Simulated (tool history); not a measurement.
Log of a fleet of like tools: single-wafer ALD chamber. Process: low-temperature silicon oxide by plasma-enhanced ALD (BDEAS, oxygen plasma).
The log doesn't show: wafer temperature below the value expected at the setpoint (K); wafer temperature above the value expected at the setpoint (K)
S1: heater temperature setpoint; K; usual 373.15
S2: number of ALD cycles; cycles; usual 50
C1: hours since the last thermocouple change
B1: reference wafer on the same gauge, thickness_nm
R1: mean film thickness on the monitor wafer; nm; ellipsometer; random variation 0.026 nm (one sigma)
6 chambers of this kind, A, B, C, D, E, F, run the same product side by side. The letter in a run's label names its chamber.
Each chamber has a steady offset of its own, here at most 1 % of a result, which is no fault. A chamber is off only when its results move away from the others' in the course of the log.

run   hour      S1  S2      C1      B1      R1
 1A     11  373.15  50   352.5   7.442  7.2159
 2D   26.9  373.15  50  2198.9  7.4419   7.121
 3F   36.4  373.15  50   275.1  7.4349  7.1339
 4E   48.8  373.15  50   904.9  7.4384    7.11
 5C   58.5  373.15  50   549.7  7.4415   7.178
 6B   70.6  373.15  50   736.2  7.4361  7.1506
 7D     87  373.15  50    2259  7.4416  7.1184
 8C   98.6  373.15  50   589.8  7.4403  7.1734
 9A  107.2  373.15  50   448.7  7.4369  7.2247
10B  119.6  373.15  50   785.2  7.4362  7.1678
11F    134  373.15  50   372.7  7.4432   7.174
12E  141.3  364.15  50   997.4  7.4373  7.3622
13F  149.5  364.15  50   388.2  7.4426  7.3496
14B  158.7  364.15  50   824.3  7.4415  7.3396
15C    170  364.15  50   661.2  7.4419  7.4119
16A  185.2  364.15  50   526.7  7.4365  7.4588
17E    200  364.15  50  1056.1  7.4375  7.3378
18D  214.9  373.15  50  2386.9  7.4368  7.1247
19F    227  373.15  50   465.7  7.4431   7.147
20A  234.7  373.15  50   576.2  7.4389  7.2015
21C  243.9  373.15  50   735.1  7.4462  7.1757
22D  251.6  373.15  50  2423.6  7.4354  7.1106
23B  266.4  373.15  43     932  7.4424  6.1183
24E  276.5  373.15  43  1132.6  7.4293  6.1402
25F  289.9  373.15  43   528.6  7.4369   6.121
26E  300.7  373.15  43  1156.8  7.4403   6.116
27A  312.8  373.15  43   654.3  7.4409  6.2155
28C  328.4  373.15  43   819.6  7.4374  6.1443
29B  336.4  373.15  50    1002  7.4417  7.1016
30D    348  373.15  50    2520  7.4385  7.1583
31A  356.7  373.15  50   698.2  7.4385  7.2135
32F  372.4  373.15  50   611.1  7.4429  7.1808
33E    384  367.15  56  1240.1  7.4479  8.0618
34D  400.3  367.15  56  2572.3  7.4461  8.1148
35C    416  367.15  56   907.2  7.4447  8.1964
36B  432.2  367.15  56  1097.8  7.4484  8.2021

What goes on in this fleet: one chamber off, a drifting gauge, or nothing beyond the chambers' own small offsets? Name the chamber and the cause, if any.

No chamber stands off beyond its own small offset, and the gauge holds steady.
